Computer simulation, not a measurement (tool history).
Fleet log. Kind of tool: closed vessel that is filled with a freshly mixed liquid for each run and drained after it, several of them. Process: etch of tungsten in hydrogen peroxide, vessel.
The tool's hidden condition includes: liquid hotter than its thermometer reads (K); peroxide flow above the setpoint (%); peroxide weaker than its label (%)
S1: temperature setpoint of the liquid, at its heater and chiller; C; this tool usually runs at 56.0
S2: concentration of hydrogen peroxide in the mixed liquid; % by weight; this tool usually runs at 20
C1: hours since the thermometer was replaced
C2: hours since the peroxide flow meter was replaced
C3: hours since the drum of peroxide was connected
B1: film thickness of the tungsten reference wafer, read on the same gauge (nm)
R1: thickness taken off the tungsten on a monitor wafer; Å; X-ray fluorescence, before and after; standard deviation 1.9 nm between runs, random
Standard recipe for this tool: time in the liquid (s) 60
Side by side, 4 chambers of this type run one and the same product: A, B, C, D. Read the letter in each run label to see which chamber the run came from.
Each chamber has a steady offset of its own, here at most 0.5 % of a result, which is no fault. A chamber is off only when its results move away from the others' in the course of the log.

{"run": "1C", "hour": 5.5, "S1": 56.0, "S2": 20, "time in the liquid (s)": 60, "C1": 1984.3, "C2": 362.1, "C3": 477.2, "B1": 99.983, "R1": 1938.0}
{"run": "2D", "hour": 11.3, "S1": 56.0, "S2": 20, "time in the liquid (s)": 60, "C1": 764.2, "C2": 105.0, "C3": 50.2, "B1": 100.01, "R1": 1986.4}
{"run": "3A", "hour": 15.6, "S1": 56.0, "S2": 20, "time in the liquid (s)": 60, "C1": 1268.2, "C2": 623.1, "C3": 229.7, "B1": 100.0, "R1": 1912.5}
{"run": "4B", "hour": 23.6, "S1": 56.0, "S2": 20, "time in the liquid (s)": 60, "C1": 315.4, "C2": 1481.7, "C3": 679.0, "B1": 100.0, "R1": 1933.7}
{"run": "5D", "hour": 30.6, "S1": 56.0, "S2": 20, "time in the liquid (s)": 60, "C1": 783.5, "C2": 124.3, "C3": 69.5, "B1": 99.966, "R1": 1945.3}
{"run": "6B", "hour": 38.5, "S1": 56.0, "S2": 20, "time in the liquid (s)": 60, "C1": 330.3, "C2": 1496.6, "C3": 693.9, "B1": 99.991, "R1": 1986.0}
{"run": "7A", "hour": 44.7, "S1": 56.0, "S2": 20, "time in the liquid (s)": 60, "C1": 1297.3, "C2": 652.2, "C3": 258.8, "B1": 99.979, "R1": 1955.4}
{"run": "8C", "hour": 52.7, "S1": 56.0, "S2": 20, "time in the liquid (s)": 60, "C1": 2031.5, "C2": 409.3, "C3": 524.4, "B1": 100.01, "R1": 1932.3}
{"hour": 54.0, "done": "chamber A: thermometer replaced"}
{"run": "9A", "hour": 62.1, "S1": 56.0, "S2": 20, "time in the liquid (s)": 60, "C1": 8.2, "C2": 669.6, "C3": 276.2, "B1": 100.0, "R1": 1902.0}
{"run": "10B", "hour": 71.2, "S1": 56.0, "S2": 20, "time in the liquid (s)": 60, "C1": 363.0, "C2": 1529.3, "C3": 726.6, "B1": 100.01, "R1": 1944.6}
{"run": "11D", "hour": 78.7, "S1": 56.0, "S2": 20, "time in the liquid (s)": 60, "C1": 831.6, "C2": 172.4, "C3": 117.6, "B1": 100.01, "R1": 1920.4}
{"run": "12C", "hour": 85.4, "S1": 56.0, "S2": 20, "time in the liquid (s)": 60, "C1": 2064.2, "C2": 442.0, "C3": 557.1, "B1": 100.04, "R1": 1945.1}
{"run": "13C", "hour": 90.2, "S1": 56.0, "S2": 20, "time in the liquid (s)": 60, "C1": 2069.0, "C2": 446.8, "C3": 561.9, "B1": 99.989, "R1": 1968.5}
{"run": "14D", "hour": 97.8, "S1": 56.0, "S2": 20, "time in the liquid (s)": 60, "C1": 850.7, "C2": 191.5, "C3": 136.7, "B1": 100.02, "R1": 1937.1}
{"run": "15A", "hour": 104.3, "S1": 56.0, "S2": 20, "time in the liquid (s)": 60, "C1": 50.4, "C2": 711.8, "C3": 318.4, "B1": 99.981, "R1": 1960.6}
{"run": "16B", "hour": 108.7, "S1": 56.0, "S2": 20, "time in the liquid (s)": 60, "C1": 400.5, "C2": 1566.8, "C3": 764.1, "B1": 100.01, "R1": 1975.4}
{"hour": 112.5, "done": "chamber D: thermometer replaced"}
{"run": "17A", "hour": 116.1, "S1": 56.0, "S2": 20, "time in the liquid (s)": 60, "C1": 62.2, "C2": 723.6, "C3": 330.2, "B1": 100.02, "R1": 1940.6}
{"run": "18B", "hour": 120.5, "S1": 56.0, "S2": 20, "time in the liquid (s)": 70, "C1": 412.3, "C2": 1578.6, "C3": 775.9, "B1": 100.02, "R1": 2341.0}
{"run": "19D", "hour": 129.9, "S1": 56.0, "S2": 20, "time in the liquid (s)": 70, "C1": 17.5, "C2": 223.6, "C3": 168.8, "B1": 99.996, "R1": 2290.7}
{"run": "20C", "hour": 136.9, "S1": 56.0, "S2": 20, "time in the liquid (s)": 70, "C1": 2115.7, "C2": 493.5, "C3": 608.6, "B1": 100.0, "R1": 2232.8}
{"run": "21A", "hour": 145.0, "S1": 56.0, "S2": 20, "time in the liquid (s)": 70, "C1": 91.1, "C2": 752.5, "C3": 359.1, "B1": 100.02, "R1": 2267.9}
{"run": "22B", "hour": 149.3, "S1": 56.0, "S2": 20, "time in the liquid (s)": 60, "C1": 441.1, "C2": 1607.4, "C3": 804.7, "B1": 99.988, "R1": 1978.6}
{"run": "23C", "hour": 158.6, "S1": 56.0, "S2": 20, "time in the liquid (s)": 60, "C1": 2137.4, "C2": 515.2, "C3": 630.3, "B1": 100.01, "R1": 1959.6}
{"run": "24D", "hour": 164.1, "S1": 56.0, "S2": 20, "time in the liquid (s)": 60, "C1": 51.7, "C2": 257.8, "C3": 203.0, "B1": 99.996, "R1": 1942.5}
{"run": "25A", "hour": 172.8, "S1": 56.0, "S2": 20, "time in the liquid (s)": 60, "C1": 118.9, "C2": 780.3, "C3": 386.9, "B1": 99.99, "R1": 1940.4}
{"run": "26D", "hour": 182.4, "S1": 56.0, "S2": 20, "time in the liquid (s)": 60, "C1": 70.0, "C2": 276.1, "C3": 221.3, "B1": 99.993, "R1": 1933.6}
{"run": "27B", "hour": 191.2, "S1": 56.0, "S2": 20, "time in the liquid (s)": 60, "C1": 483.0, "C2": 1649.3, "C3": 846.6, "B1": 100.01, "R1": 2066.7}
{"run": "28C", "hour": 195.8, "S1": 56.0, "S2": 20, "time in the liquid (s)": 60, "C1": 2174.6, "C2": 552.4, "C3": 667.5, "B1": 99.974, "R1": 1968.5}
{"run": "29B", "hour": 200.6, "S1": 56.0, "S2": 20, "time in the liquid (s)": 60, "C1": 492.4, "C2": 1658.7, "C3": 856.0, "B1": 99.986, "R1": 2045.7}
{"run": "30D", "hour": 208.7, "S1": 56.0, "S2": 20, "time in the liquid (s)": 60, "C1": 96.3, "C2": 302.4, "C3": 247.6, "B1": 99.98, "R1": 1943.9}
{"run": "31C", "hour": 218.2, "S1": 56.0, "S2": 20, "time in the liquid (s)": 60, "C1": 2197.0, "C2": 574.8, "C3": 689.9, "B1": 99.968, "R1": 1923.6}
{"run": "32A", "hour": 226.8, "S1": 56.0, "S2": 20, "time in the liquid (s)": 60, "C1": 172.9, "C2": 834.3, "C3": 440.9, "B1": 99.998, "R1": 1937.1}
{"run": "33D", "hour": 234.0, "S1": 56.0, "S2": 20, "time in the liquid (s)": 60, "C1": 121.6, "C2": 327.7, "C3": 272.9, "B1": 100.01, "R1": 1973.9}
{"hour": 235.9, "done": "chamber B: peroxide flow meter replaced"}
{"run": "34C", "hour": 241.4, "S1": 56.0, "S2": 20, "time in the liquid (s)": 60, "C1": 2220.2, "C2": 598.0, "C3": 713.1, "B1": 100.0, "R1": 1934.6}
{"run": "35A", "hour": 249.2, "S1": 56.0, "S2": 20, "time in the liquid (s)": 60, "C1": 195.3, "C2": 856.7, "C3": 463.3, "B1": 100.01, "R1": 1925.1}
{"run": "36B", "hour": 253.6, "S1": 56.0, "S2": 20, "time in the liquid (s)": 60, "C1": 545.4, "C2": 17.7, "C3": 909.0, "B1": 99.993, "R1": 2150.5}
{"run": "37B", "hour": 261.8, "S1": 56.0, "S2": 20, "time in the liquid (s)": 60, "C1": 553.6, "C2": 25.9, "C3": 917.2, "B1": 100.01, "R1": 2119.4}
{"run": "38A", "hour": 267.5, "S1": 56.0, "S2": 25, "time in the liquid (s)": 60, "C1": 213.6, "C2": 875.0, "C3": 481.6, "B1": 100.01, "R1": 2200.6}
{"run": "39D", "hour": 274.0, "S1": 56.0, "S2": 25, "time in the liquid (s)": 60, "C1": 161.6, "C2": 367.7, "C3": 312.9, "B1": 100.01, "R1": 2189.6}
{"run": "40C", "hour": 281.8, "S1": 56.0, "S2": 25, "time in the liquid (s)": 60, "C1": 2260.6, "C2": 638.4, "C3": 753.5, "B1": 100.0, "R1": 2172.8}
{"run": "41B", "hour": 291.0, "S1": 56.0, "S2": 25, "time in the liquid (s)": 60, "C1": 582.8, "C2": 55.1, "C3": 946.4, "B1": 99.991, "R1": 2446.4}
{"run": "42D", "hour": 298.0, "S1": 56.0, "S2": 20, "time in the liquid (s)": 60, "C1": 185.6, "C2": 391.7, "C3": 336.9, "B1": 99.999, "R1": 1933.3}
{"run": "43A", "hour": 305.8, "S1": 59.5, "S2": 20, "time in the liquid (s)": 60, "C1": 251.9, "C2": 913.3, "C3": 519.9, "B1": 99.986, "R1": 2351.3}

For the next run the whole fleet of 4 chambers uses the same settings. Give each chamber's results:
{"run": "44A", "hour": 312.7, "S1": 56.0, "S2": 20, "time in the liquid (s)": 60, "R1": "?"}
{"run": "44B", "hour": 312.7, "S1": 56.0, "S2": 20, "time in the liquid (s)": 60, "R1": "?"}
{"run": "44C", "hour": 312.7, "S1": 56.0, "S2": 20, "time in the liquid (s)": 60, "R1": "?"}
{"run": "44D", "hour": 312.7, "S1": 56.0, "S2": 20, "time in the liquid (s)": 60, "R1": "?"}

run=44A R1=1915.0
run=44B R1=2192.3
run=44C R1=1962.4
run=44D R1=1959.4

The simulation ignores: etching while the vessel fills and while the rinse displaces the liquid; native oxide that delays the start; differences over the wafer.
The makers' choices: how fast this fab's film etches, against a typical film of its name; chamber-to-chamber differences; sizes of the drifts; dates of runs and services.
